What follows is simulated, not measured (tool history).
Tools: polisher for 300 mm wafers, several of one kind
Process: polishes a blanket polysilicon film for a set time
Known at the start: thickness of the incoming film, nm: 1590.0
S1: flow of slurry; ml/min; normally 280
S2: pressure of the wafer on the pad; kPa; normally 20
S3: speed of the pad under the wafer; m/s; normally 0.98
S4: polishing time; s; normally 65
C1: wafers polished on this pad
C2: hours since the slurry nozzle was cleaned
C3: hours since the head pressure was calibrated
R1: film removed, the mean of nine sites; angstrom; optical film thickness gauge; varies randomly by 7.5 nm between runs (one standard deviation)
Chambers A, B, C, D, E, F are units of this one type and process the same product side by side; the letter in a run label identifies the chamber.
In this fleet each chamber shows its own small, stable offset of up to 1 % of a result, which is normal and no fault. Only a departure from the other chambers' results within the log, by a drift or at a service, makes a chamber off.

| run | hour | S1 | S2 | S3 | S4 | C1 | C2 | C3 | R1 |
|---|---|---|---|---|---|---|---|---|---|
| 1D | 9.4 | 280 | 20 | 0.98 | 65 | 139 | 45.9 | 465.8 | 5911.6 |
| 2A | 19.1 | 280 | 20 | 0.98 | 65 | 509 | 219.4 | 1019.3 | 6074.2 |
|  | 21.6 | chamber E: worn pad replaced by a new one |
| 3C | 25.8 | 280 | 20 | 0.98 | 65 | 253 | 40.7 | 249 | 5871.3 |
| 4B | 31.7 | 280 | 20 | 0.98 | 65 | 592 | 384.5 | 582.1 | 5993.5 |
|  | 34.3 | chamber B: worn pad replaced by a new one |
| 5E | 37.9 | 280 | 20 | 0.98 | 65 | 116 | 57.1 | 647.2 | 5954.4 |
|  | 39.5 | chamber F: worn pad replaced by a new one |
| 6F | 45 | 280 | 20 | 0.98 | 65 | 39 | 386.3 | 62.8 | 6068.8 |
|  | 54 | chamber A: slurry nozzle cleaned |
| 7E | 55.1 | 280 | 20 | 0.98 | 81 | 238 | 74.3 | 664.4 | 7528.3 |
| 8D | 62.1 | 280 | 20 | 0.98 | 81 | 513 | 98.6 | 518.5 | 7384.7 |
|  | 63.4 | chamber D: worn pad replaced by a new one |
|  | 68.5 | chamber A: worn pad replaced by a new one |
| 9C | 70.1 | 280 | 20 | 0.98 | 81 | 567 | 85 | 293.3 | 7474.4 |
|  | 80.5 | chamber E: head pressure recalibrated |
| 10B | 81.2 | 280 | 20 | 0.98 | 81 | 333 | 434 | 631.6 | 7436.8 |
| 11F | 90.6 | 280 | 20 | 0.98 | 81 | 363 | 431.9 | 108.4 | 7428.6 |
| 12A | 100.2 | 280 | 20 | 0.98 | 81 | 225 | 46.2 | 1100.4 | 7282.4 |
|  | 105.2 | chamber C: worn pad replaced by a new one |
|  | 109.9 | chamber B: worn pad replaced by a new one |
| 13C | 110.4 | 280 | 20 | 0.98 | 65 | 37 | 125.3 | 333.6 | 5806.3 |
| 14A | 119 | 280 | 20 | 0.98 | 65 | 358 | 65 | 1119.2 | 5976.4 |
|  | 126 | chamber F: worn pad replaced by a new one |
| 15F | 130.5 | 280 | 20 | 0.98 | 65 | 32 | 471.8 | 148.3 | 6043.4 |
| 16E | 136.9 | 280 | 20 | 0.98 | 65 | 818 | 156.1 | 56.5 | 6156 |
| 17B | 146 | 280 | 20 | 0.98 | 65 | 256 | 498.8 | 696.4 | 5909.2 |
|  | 151.5 | chamber D: worn pad replaced by a new one |
| 18D | 155.4 | 280 | 20 | 0.68 | 85 | 27 | 191.9 | 611.8 | 5382 |
|  | 160.2 | chamber E: worn pad replaced by a new one |
| 19E | 164.1 | 280 | 20 | 0.68 | 85 | 28 | 183.3 | 83.7 | 5403.1 |
|  | 174.8 | chamber D: head pressure recalibrated |
| 20F | 175.2 | 280 | 20 | 0.68 | 85 | 349 | 516.5 | 193 | 5548.4 |
|  | 176.9 | chamber C: slurry nozzle cleaned |
| 21A | 185.4 | 280 | 20 | 0.68 | 85 | 829 | 131.4 | 1185.6 | 5414.3 |
| 22C | 192 | 280 | 20 | 0.68 | 85 | 616 | 15.2 | 415.2 | 5446.6 |
|  | 195.9 | chamber B: worn pad replaced by a new one |
|  | 198.3 | chamber B: slurry nozzle cleaned |
|  | 198.7 | chamber A: worn pad replaced by a new one |
|  | 203.5 | chamber C: worn pad replaced by a new one |
| 23B | 203.5 | 280 | 20 | 0.68 | 85 | 54 | 5.3 | 753.9 | 5429.2 |
| 24D | 208.9 | 370 | 16.5 | 0.98 | 65 | 407 | 245.4 | 34.1 | 5135.6 |
|  | 212 | chamber F: worn pad replaced by a new one |
| 25F | 216.8 | 370 | 16.5 | 0.98 | 65 | 34 | 558.1 | 234.6 | 5122.9 |
| 26C | 224.2 | 370 | 16.5 | 0.98 | 65 | 147 | 47.4 | 447.4 | 4988.5 |
|  | 226 | chamber D: worn pad replaced by a new one |
| 27E | 234.6 | 370 | 16.5 | 0.98 | 65 | 528 | 253.8 | 154.2 | 5065.5 |
| 28D | 245.3 | 370 | 16.5 | 0.98 | 65 | 137 | 281.8 | 70.5 | 4896.8 |
|  | 250.7 | chamber C: head pressure recalibrated |
| 29B | 254.7 | 370 | 16.5 | 0.98 | 65 | 417 | 56.5 | 805.1 | 5052.9 |
| 30A | 261.5 | 280 | 20 | 0.98 | 65 | 446 | 207.5 | 1261.7 | 5901 |
| 31A | 272.3 | 280 | 20 | 0.98 | 65 | 522 | 218.3 | 1272.5 | 6063.6 |
|  | 277.1 | chamber B: worn pad replaced by a new one |
| 32F | 283.4 | 280 | 20 | 0.98 | 65 | 507 | 624.7 | 301.2 | 6031.9 |
|  | 288.5 | chamber E: worn pad replaced by a new one |
| 33E | 294.4 | 280 | 20 | 0.98 | 65 | 41 | 313.6 | 214 | 6105.5 |
|  | 296.7 | chamber F: worn pad replaced by a new one |
|  | 304.4 | chamber D: worn pad replaced by a new one |
|  | 305 | chamber C: worn pad replaced by a new one |
| 34C | 306 | 280 | 20 | 0.98 | 65 | 7 | 129.2 | 55.3 | 5911.8 |
| 35D | 314.5 | 280 | 20 | 0.98 | 65 | 71 | 351 | 139.7 | 6012.1 |
|  | 317.5 | chamber A: worn pad replaced by a new one |
| 36B | 322.3 | 280 | 20 | 0.98 | 65 | 320 | 124.1 | 872.7 | 5951.7 |
|  | 324 | chamber A: slurry nozzle cleaned |
| 37D | 333.7 | 280 | 20 | 0.98 | 65 | 208 | 370.2 | 158.9 | 5929.4 |
| 38B | 340.7 | 280 | 20 | 1.16 | 56 | 451 | 142.5 | 891.1 | 6097 |
| 39F | 347.7 | 280 | 20 | 1.16 | 56 | 362 | 689 | 365.5 | 6213.8 |
| 40E | 352.8 | 280 | 20 | 1.16 | 56 | 456 | 372 | 272.4 | 6110.4 |
| 41A | 360 | 280 | 20 | 1.16 | 56 | 302 | 36 | 1360.2 | 6109.2 |
| 42C | 369.4 | 280 | 20 | 1.16 | 56 | 457 | 192.6 | 118.7 | 6098 |
| 43E | 376.7 | 280 | 20 | 1.16 | 56 | 626 | 395.9 | 296.3 | 6158.8 |

Next, every chamber runs the same settings. What will each give?
| 44A | 385 | 280 | 20 | 0.98 | 65 |  |  |  | ? |
| 44B | 385 | 280 | 20 | 0.98 | 65 |  |  |  | ? |
| 44C | 385 | 280 | 20 | 0.98 | 65 |  |  |  | ? |
| 44D | 385 | 280 | 20 | 0.98 | 65 |  |  |  | ? |
| 44E | 385 | 280 | 20 | 0.98 | 65 |  |  |  | ? |
| 44F | 385 | 280 | 20 | 0.98 | 65 |  |  |  | ? |

| run | R1 |
|---|---|
| 44A | 6135.8 |
| 44B | 5832.5 |
| 44C | 5962.5 |
| 44D | 5946.3 |
| 44E | 5859.6 |
| 44F | 5969.3 |

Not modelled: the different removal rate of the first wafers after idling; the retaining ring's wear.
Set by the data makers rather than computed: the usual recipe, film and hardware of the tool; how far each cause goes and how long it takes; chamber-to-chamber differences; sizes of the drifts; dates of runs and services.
